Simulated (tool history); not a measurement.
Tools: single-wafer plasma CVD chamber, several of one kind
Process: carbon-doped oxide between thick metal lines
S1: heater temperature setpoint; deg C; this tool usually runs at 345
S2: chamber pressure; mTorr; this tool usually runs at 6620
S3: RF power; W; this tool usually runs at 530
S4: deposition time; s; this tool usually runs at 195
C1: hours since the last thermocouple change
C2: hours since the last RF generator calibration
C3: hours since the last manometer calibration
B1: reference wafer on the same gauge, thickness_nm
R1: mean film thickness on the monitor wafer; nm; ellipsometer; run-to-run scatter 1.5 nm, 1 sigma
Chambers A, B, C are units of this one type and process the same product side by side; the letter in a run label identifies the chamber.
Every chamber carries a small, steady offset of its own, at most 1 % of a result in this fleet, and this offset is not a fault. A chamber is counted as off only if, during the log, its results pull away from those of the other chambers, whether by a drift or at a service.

| run | hour | S1 | S2 | S3 | S4 | C1 | C2 | C3 | B1 | R1 |
|---|---|---|---|---|---|---|---|---|---|---|
| 1B | 10.8 | 345 | 6620 | 530 | 195 | 897.6 | 221.5 | 1958.4 | 1170.1 | 1065.9 |
| 2A | 22 | 345 | 6620 | 530 | 195 | 525 | 407.3 | 1336 | 1170.2 | 1068.9 |
| 3C | 33.2 | 345 | 6620 | 530 | 195 | 1010.6 | 322.8 | 1044.6 | 1171 | 1061.2 |
| 4A | 42.9 | 345 | 6620 | 530 | 195 | 545.9 | 428.2 | 1356.9 | 1170.8 | 1070.4 |
| 5B | 52.7 | 345 | 6620 | 530 | 195 | 939.5 | 263.4 | 2000.3 | 1170.8 | 1067.7 |
| 6C | 66.9 | 345 | 6620 | 530 | 195 | 1044.3 | 356.5 | 1078.3 | 1171.7 | 1062 |
| 7A | 79.2 | 345 | 6620 | 530 | 195 | 582.2 | 464.5 | 1393.2 | 1171.5 | 1069.6 |
| 8C | 89.4 | 345 | 6620 | 530 | 195 | 1066.8 | 379 | 1100.8 | 1171.7 | 1060.8 |
| 9B | 97.3 | 345 | 6620 | 530 | 195 | 984.1 | 308 | 2044.9 | 1171.8 | 1066 |
| 10A | 108.9 | 345 | 6620 | 530 | 195 | 611.9 | 494.2 | 1422.9 | 1172 | 1071.5 |
| 11B | 122 | 345 | 6620 | 530 | 195 | 1008.8 | 332.7 | 2069.6 | 1172.5 | 1065.1 |
| 12C | 132.4 | 345 | 6620 | 530 | 195 | 1109.8 | 422 | 1143.8 | 1172.1 | 1061.4 |
| 13B | 142.7 | 345 | 6620 | 530 | 195 | 1029.5 | 353.4 | 2090.3 | 1172.5 | 1065.4 |
| 14C | 158.6 | 345 | 6620 | 530 | 195 | 1136 | 448.2 | 1170 | 1173.3 | 1062.2 |
| 15A | 172.3 | 345 | 7640 | 610 | 195 | 675.3 | 557.6 | 1486.3 | 1173.1 | 1175.5 |
| 16C | 185.1 | 345 | 7640 | 610 | 195 | 1162.5 | 474.7 | 1196.5 | 1173 | 1169.2 |
| 17A | 194.7 | 345 | 7640 | 610 | 195 | 697.7 | 580 | 1508.7 | 1174.5 | 1181.1 |
| 18B | 208.1 | 350 | 6620 | 585 | 195 | 1094.9 | 418.8 | 2155.7 | 1174.1 | 1122.4 |
|  | 211.7 | chamber A: capacitance manometer re-zeroed and calibrated |
| 19C | 217.6 | 350 | 6620 | 585 | 195 | 1195 | 507.2 | 1229 | 1174.2 | 1113.7 |
| 20B | 230.2 | 350 | 6620 | 585 | 195 | 1117 | 440.9 | 2177.8 | 1174.1 | 1120.3 |
| 21A | 238.5 | 345 | 6620 | 530 | 195 | 741.5 | 623.8 | 26.8 | 1174.4 | 1072.3 |
| 22C | 246.1 | 345 | 6620 | 530 | 195 | 1223.5 | 535.7 | 1257.5 | 1174.5 | 1065.8 |
| 23A | 259.3 | 345 | 6620 | 530 | 195 | 762.3 | 644.6 | 47.6 | 1175.2 | 1073.9 |
| 24B | 266.4 | 345 | 6620 | 530 | 195 | 1153.2 | 477.1 | 2214 | 1174.8 | 1070 |
| 25A | 276.4 | 345 | 6620 | 530 | 195 | 779.4 | 661.7 | 64.7 | 1175.1 | 1075.9 |
| 26B | 288.1 | 345 | 6620 | 530 | 195 | 1174.9 | 498.8 | 2235.7 | 1175.3 | 1068.9 |
| 27C | 303.7 | 345 | 6620 | 530 | 195 | 1281.1 | 593.3 | 1315.1 | 1175.8 | 1066.7 |
| 28B | 317.2 | 345 | 6620 | 530 | 195 | 1204 | 527.9 | 2264.8 | 1176.2 | 1070.5 |
| 29A | 332.9 | 345 | 6620 | 530 | 195 | 835.9 | 718.2 | 121.2 | 1176.4 | 1074.2 |
| 30C | 340.3 | 345 | 6620 | 530 | 195 | 1317.7 | 629.9 | 1351.7 | 1176.4 | 1065.6 |
| 31A | 347.6 | 345 | 6620 | 530 | 195 | 850.6 | 732.9 | 135.9 | 1176.5 | 1077.2 |

All 3 chambers run these settings next. Forecast each chamber's results:
| 32A | 359.4 | 345 | 6620 | 530 | 195 |  |  |  |  | ? |
| 32B | 359.4 | 345 | 6620 | 530 | 195 |  |  |  |  | ? |
| 32C | 359.4 | 345 | 6620 | 530 | 195 |  |  |  |  | ? |

| run | R1 |
|---|---|
| 32A | 1075.1 |
| 32B | 1070.8 |
| 32C | 1067.6 |
